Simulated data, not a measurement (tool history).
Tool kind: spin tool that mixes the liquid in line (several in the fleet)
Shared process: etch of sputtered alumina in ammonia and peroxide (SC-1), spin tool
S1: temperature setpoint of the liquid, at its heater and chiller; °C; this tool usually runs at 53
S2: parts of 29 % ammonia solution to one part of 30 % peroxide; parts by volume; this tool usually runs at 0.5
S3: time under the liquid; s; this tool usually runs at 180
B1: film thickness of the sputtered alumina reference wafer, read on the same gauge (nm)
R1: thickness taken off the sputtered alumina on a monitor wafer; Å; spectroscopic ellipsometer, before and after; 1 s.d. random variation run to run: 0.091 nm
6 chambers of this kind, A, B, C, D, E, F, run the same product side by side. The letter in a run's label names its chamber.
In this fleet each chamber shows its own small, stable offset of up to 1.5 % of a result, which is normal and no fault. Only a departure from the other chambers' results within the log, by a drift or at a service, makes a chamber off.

| run | hour | S1 | S2 | S3 | B1 | R1 |
|---|---|---|---|---|---|---|
|  | 5.4 | chamber D: new drum of ammonia solution connected |
| 1C | 7.7 | 53 | 0.5 | 180 | 50.015 | 166.74 |
| 2E | 18.2 | 53 | 0.5 | 180 | 49.992 | 168.74 |
| 3D | 23.7 | 53 | 0.5 | 180 | 49.98 | 171.83 |
| 4F | 29.3 | 53 | 0.5 | 180 | 49.948 | 168.79 |
|  | 34.4 | chamber E: ammonia flow meter replaced |
| 5A | 39.3 | 53 | 0.5 | 180 | 50.011 | 168.63 |
| 6B | 49.4 | 53 | 0.5 | 180 | 49.997 | 170.37 |
| 7D | 54.5 | 53 | 0.5 | 180 | 50 | 170.72 |
| 8F | 61.4 | 53 | 0.5 | 180 | 49.993 | 169.66 |
| 9A | 72.6 | 53 | 0.5 | 180 | 49.98 | 169.33 |
| 10E | 77.8 | 53 | 0.5 | 180 | 49.99 | 170.74 |
| 11C | 86.6 | 53 | 0.5 | 180 | 50.003 | 166.92 |
| 12B | 96.4 | 53 | 0.5 | 180 | 50.046 | 168.91 |
| 13A | 102.3 | 53 | 0.7 | 180 | 50.001 | 174.44 |
| 14B | 112.9 | 53 | 0.7 | 180 | 50.001 | 173.41 |
| 15C | 121.3 | 53 | 0.7 | 180 | 49.987 | 172.39 |
| 16E | 127.4 | 53 | 0.7 | 180 | 49.982 | 175.69 |
| 17F | 136.7 | 53 | 0.7 | 180 | 50.019 | 173.1 |
|  | 142.2 | chamber F: new drum of ammonia solution connected |
|  | 144.2 | chamber B: ammonia flow meter replaced |
| 18D | 147.4 | 53 | 0.7 | 180 | 50.006 | 177.75 |
|  | 153.2 | chamber A: thermometer replaced |
| 19E | 153.9 | 53 | 0.5 | 180 | 50.006 | 168.17 |
|  | 155.9 | chamber C: new drum of ammonia solution connected |
| 20F | 161.8 | 53 | 0.5 | 180 | 50.011 | 167.9 |
| 21B | 166.8 | 59.5 | 0.35 | 180 | 49.977 | 227.07 |
| 22C | 177.2 | 59.5 | 0.35 | 180 | 50.018 | 229.53 |
| 23D | 183.7 | 59.5 | 0.35 | 180 | 49.997 | 232.83 |
| 24A | 192.3 | 59.5 | 0.35 | 180 | 50.007 | 229.57 |
| 25B | 202.2 | 59.5 | 0.35 | 180 | 49.994 | 227.49 |
| 26F | 210.2 | 59.5 | 0.35 | 180 | 49.994 | 231.98 |
| 27C | 218.2 | 53 | 0.5 | 180 | 50.026 | 168.15 |
| 28D | 225.4 | 53 | 0.5 | 180 | 50.004 | 171.65 |
| 29A | 236.9 | 53 | 0.5 | 180 | 50.014 | 169.29 |
| 30E | 247.4 | 53 | 0.5 | 180 | 50.012 | 169.15 |
| 31B | 256.1 | 53 | 0.5 | 180 | 50.006 | 165.47 |
| 32E | 264.2 | 53 | 0.5 | 180 | 49.992 | 170.79 |
|  | 274.7 | chamber A: new drum of ammonia solution connected |
| 33A | 275.1 | 53 | 0.5 | 180 | 50.001 | 169.72 |
| 34D | 285.9 | 62.5 | 0.4 | 180 | 49.996 | 273.9 |
| 35C | 293.8 | 62.5 | 0.4 | 180 | 49.98 | 268.86 |
| 36F | 303.1 | 62.5 | 0.4 | 180 | 49.994 | 271.86 |
| 37E | 314.6 | 62.5 | 0.4 | 180 | 49.981 | 273.81 |

Each of the 6 chambers runs these same settings next. Fill in every chamber's results:
| 38A | 322.8 | 53 | 0.5 | 245 |  | ? |
| 38B | 322.8 | 53 | 0.5 | 245 |  | ? |
| 38C | 322.8 | 53 | 0.5 | 245 |  | ? |
| 38D | 322.8 | 53 | 0.5 | 245 |  | ? |
| 38E | 322.8 | 53 | 0.5 | 245 |  | ? |
| 38F | 322.8 | 53 | 0.5 | 245 |  | ? |

| run | R1 |
|---|---|
| 38A | 230.45 |
| 38B | 223 |
| 38C | 227.45 |
| 38D | 230.37 |
| 38E | 229.18 |
| 38F | 229.74 |

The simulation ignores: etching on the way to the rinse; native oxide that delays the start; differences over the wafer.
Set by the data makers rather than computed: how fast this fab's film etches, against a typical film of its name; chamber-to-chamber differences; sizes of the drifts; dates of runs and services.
